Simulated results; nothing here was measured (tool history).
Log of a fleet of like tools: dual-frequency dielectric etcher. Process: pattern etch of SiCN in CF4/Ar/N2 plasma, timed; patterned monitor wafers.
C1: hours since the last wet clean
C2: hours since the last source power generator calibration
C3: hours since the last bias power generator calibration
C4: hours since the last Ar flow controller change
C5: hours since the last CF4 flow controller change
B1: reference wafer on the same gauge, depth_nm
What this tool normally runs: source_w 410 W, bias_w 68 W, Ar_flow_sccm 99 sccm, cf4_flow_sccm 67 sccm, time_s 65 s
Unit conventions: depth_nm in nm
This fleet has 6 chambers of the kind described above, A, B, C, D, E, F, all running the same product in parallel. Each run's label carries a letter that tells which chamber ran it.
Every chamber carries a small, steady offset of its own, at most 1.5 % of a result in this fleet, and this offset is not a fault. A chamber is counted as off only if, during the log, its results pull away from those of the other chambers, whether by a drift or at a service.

run 1F hour=3.4 | source_w=410 bias_w=68 Ar_flow_sccm=99 cf4_flow_sccm=67 time_s=65 | C1=231.1 C2=4672.7 C3=901.2 C4=1400.6 C5=844.2 | B1=41.212 | depth_nm=50.389
run 2A hour=7.9 | source_w=410 bias_w=68 Ar_flow_sccm=99 cf4_flow_sccm=67 time_s=65 | C1=210.3 C2=511.5 C3=2150.9 C4=911.7 C5=2397.5 | B1=41.175 | depth_nm=50.336
run 3C hour=11.5 | source_w=410 bias_w=68 Ar_flow_sccm=99 cf4_flow_sccm=67 time_s=65 | C1=84.2 C2=287.5 C3=1435.1 C4=921.3 C5=1488.9 | B1=41.178 | depth_nm=49.881
run 4E hour=16.1 | source_w=410 bias_w=68 Ar_flow_sccm=99 cf4_flow_sccm=67 time_s=65 | C1=413.9 C2=2180.8 C3=1851.9 C4=2312.8 C5=2333.4 | B1=41.178 | depth_nm=49.638
run 5B hour=20.8 | source_w=410 bias_w=68 Ar_flow_sccm=99 cf4_flow_sccm=67 time_s=65 | C1=154.8 C2=2585.4 C3=3370.0 C4=1152.1 C5=4073.1 | B1=41.181 | depth_nm=50.028
run 6D hour=26.1 | source_w=410 bias_w=68 Ar_flow_sccm=99 cf4_flow_sccm=67 time_s=65 | C1=472.3 C2=1288.1 C3=3975.0 C4=817.6 C5=230.0 | B1=41.162 | depth_nm=49.694
run 7E hour=28.7 | source_w=410 bias_w=68 Ar_flow_sccm=99 cf4_flow_sccm=67 time_s=65 | C1=426.5 C2=2193.4 C3=1864.5 C4=2325.4 C5=2346.0 | B1=41.151 | depth_nm=49.514
run 8B hour=31.6 | source_w=410 bias_w=68 Ar_flow_sccm=99 cf4_flow_sccm=67 time_s=65 | C1=165.6 C2=2596.2 C3=3380.8 C4=1162.9 C5=4083.9 | B1=41.151 | depth_nm=49.974
run 9C hour=36.1 | source_w=410 bias_w=68 Ar_flow_sccm=99 cf4_flow_sccm=67 time_s=65 | C1=108.8 C2=312.1 C3=1459.7 C4=945.9 C5=1513.5 | B1=41.139 | depth_nm=49.929
run 10A hour=39.5 | source_w=410 bias_w=61 Ar_flow_sccm=99 cf4_flow_sccm=82 time_s=65 | C1=241.9 C2=543.1 C3=2182.5 C4=943.3 C5=2429.1 | B1=41.143 | depth_nm=50.084
run 11D hour=44.3 | source_w=410 bias_w=61 Ar_flow_sccm=99 cf4_flow_sccm=82 time_s=65 | C1=490.5 C2=1306.3 C3=3993.2 C4=835.8 C5=248.2 | B1=41.129 | depth_nm=49.263
run 12F hour=49.6 | source_w=410 bias_w=61 Ar_flow_sccm=99 cf4_flow_sccm=82 time_s=65 | C1=277.3 C2=4718.9 C3=947.4 C4=1446.8 C5=890.4 | B1=41.128 | depth_nm=49.940
run 13E hour=53.8 | source_w=410 bias_w=61 Ar_flow_sccm=99 cf4_flow_sccm=82 time_s=65 | C1=451.6 C2=2218.5 C3=1889.6 C4=2350.5 C5=2371.1 | B1=41.119 | depth_nm=49.171
run 14C hour=58.6 | source_w=410 bias_w=61 Ar_flow_sccm=99 cf4_flow_sccm=82 time_s=65 | C1=131.3 C2=334.6 C3=1482.2 C4=968.4 C5=1536.0 | B1=41.110 | depth_nm=49.476
run 15F hour=63.9 | source_w=410 bias_w=61 Ar_flow_sccm=99 cf4_flow_sccm=82 time_s=65 | C1=291.6 C2=4733.2 C3=961.7 C4=1461.1 C5=904.7 | B1=41.107 | depth_nm=49.846
run 16A hour=66.4 | source_w=410 bias_w=68 Ar_flow_sccm=99 cf4_flow_sccm=67 time_s=65 | C1=268.8 C2=570.0 C3=2209.4 C4=970.2 C5=2456.0 | B1=41.119 | depth_nm=50.294
run 17B hour=69.5 | source_w=410 bias_w=68 Ar_flow_sccm=99 cf4_flow_sccm=67 time_s=65 | C1=203.5 C2=2634.1 C3=3418.7 C4=1200.8 C5=4121.8 | B1=41.102 | depth_nm=49.849
run 18D hour=73.3 | source_w=410 bias_w=68 Ar_flow_sccm=99 cf4_flow_sccm=67 time_s=65 | C1=519.5 C2=1335.3 C3=4022.2 C4=864.8 C5=277.2 | B1=41.092 | depth_nm=49.555
run 19A hour=77.2 | source_w=410 bias_w=68 Ar_flow_sccm=99 cf4_flow_sccm=67 time_s=65 | C1=279.6 C2=580.8 C3=2220.2 C4=981.0 C5=2466.8 | B1=41.081 | depth_nm=50.262
run 20D hour=80.0 | source_w=410 bias_w=68 Ar_flow_sccm=99 cf4_flow_sccm=67 time_s=65 | C1=526.2 C2=1342.0 C3=4028.9 C4=871.5 C5=283.9 | B1=41.078 | depth_nm=49.640
run 21C hour=85.1 | source_w=410 bias_w=68 Ar_flow_sccm=99 cf4_flow_sccm=67 time_s=65 | C1=157.8 C2=361.1 C3=1508.7 C4=994.9 C5=1562.5 | B1=41.073 | depth_nm=49.776
-- hour=86.1 chamber E: wet clean of the chamber
run 22E hour=89.8 | source_w=410 bias_w=68 Ar_flow_sccm=99 cf4_flow_sccm=67 time_s=65 | C1=3.8 C2=2254.5 C3=1925.6 C4=2386.5 C5=2407.1 | B1=41.067 | depth_nm=49.488
run 23B hour=95.4 | source_w=410 bias_w=68 Ar_flow_sccm=99 cf4_flow_sccm=67 time_s=65 | C1=229.4 C2=2660.0 C3=3444.6 C4=1226.7 C5=4147.7 | B1=41.062 | depth_nm=49.829
run 24F hour=98.9 | source_w=410 bias_w=68 Ar_flow_sccm=80 cf4_flow_sccm=67 time_s=65 | C1=326.6 C2=4768.2 C3=996.7 C4=1496.1 C5=939.7 | B1=41.056 | depth_nm=51.770
run 25F hour=103.3 | source_w=410 bias_w=68 Ar_flow_sccm=80 cf4_flow_sccm=67 time_s=65 | C1=331.0 C2=4772.6 C3=1001.1 C4=1500.5 C5=944.1 | B1=41.037 | depth_nm=51.644
run 26A hour=107.9 | source_w=410 bias_w=68 Ar_flow_sccm=80 cf4_flow_sccm=67 time_s=65 | C1=310.3 C2=611.5 C3=2250.9 C4=1011.7 C5=2497.5 | B1=41.046 | depth_nm=51.831
run 27B hour=112.1 | source_w=410 bias_w=68 Ar_flow_sccm=80 cf4_flow_sccm=67 time_s=65 | C1=246.1 C2=2676.7 C3=3461.3 C4=1243.4 C5=4164.4 | B1=41.042 | depth_nm=51.393
run 28C hour=115.4 | source_w=410 bias_w=68 Ar_flow_sccm=80 cf4_flow_sccm=67 time_s=65 | C1=188.1 C2=391.4 C3=1539.0 C4=1025.2 C5=1592.8 | B1=41.054 | depth_nm=51.241
run 29D hour=120.8 | source_w=410 bias_w=68 Ar_flow_sccm=80 cf4_flow_sccm=67 time_s=65 | C1=567.0 C2=1382.8 C3=4069.7 C4=912.3 C5=324.7 | B1=41.023 | depth_nm=50.954
-- hour=121.5 chamber F: wet clean of the chamber
run 30E hour=126.2 | source_w=410 bias_w=68 Ar_flow_sccm=99 cf4_flow_sccm=67 time_s=65 | C1=40.2 C2=2290.9 C3=1962.0 C4=2422.9 C5=2443.5 | B1=41.009 | depth_nm=49.433
run 31B hour=128.9 | source_w=410 bias_w=68 Ar_flow_sccm=99 cf4_flow_sccm=67 time_s=65 | C1=262.9 C2=2693.5 C3=3478.1 C4=1260.2 C5=4181.2 | B1=41.004 | depth_nm=49.812
run 32D hour=134.5 | source_w=410 bias_w=68 Ar_flow_sccm=99 cf4_flow_sccm=67 time_s=65 | C1=580.7 C2=1396.5 C3=4083.4 C4=926.0 C5=338.4 | B1=41.003 | depth_nm=49.465
run 33E hour=138.6 | source_w=410 bias_w=74 Ar_flow_sccm=99 cf4_flow_sccm=62 time_s=65 | C1=52.6 C2=2303.3 C3=1974.4 C4=2435.3 C5=2455.9 | B1=40.975 | depth_nm=50.288
run 34C hour=143.3 | source_w=410 bias_w=74 Ar_flow_sccm=99 cf4_flow_sccm=62 time_s=65 | C1=216.0 C2=419.3 C3=1566.9 C4=1053.1 C5=1620.7 | B1=40.986 | depth_nm=50.616
run 35F hour=146.1 | source_w=410 bias_w=74 Ar_flow_sccm=99 cf4_flow_sccm=62 time_s=65 | C1=24.7 C2=4815.4 C3=1043.9 C4=1543.3 C5=986.9 | B1=40.985 | depth_nm=51.042
run 36A hour=149.2 | source_w=410 bias_w=74 Ar_flow_sccm=99 cf4_flow_sccm=62 time_s=65 | C1=351.6 C2=652.8 C3=2292.2 C4=1053.0 C5=2538.8 | B1=40.988 | depth_nm=51.042
run 37F hour=154.5 | source_w=410 bias_w=74 Ar_flow_sccm=99 cf4_flow_sccm=62 time_s=65 | C1=33.1 C2=4823.8 C3=1052.3 C4=1551.7 C5=995.3 | B1=40.971 | depth_nm=50.921

One chamber off, gauge drift, or nothing amiss beyond the chambers' own small offsets? If it is a chamber, which one, and what is the likeliest cause?

None of the chambers is off. What moves is the gauge, dragging all their readings along together.
Cause: gauge reads low (%) = 0.556.
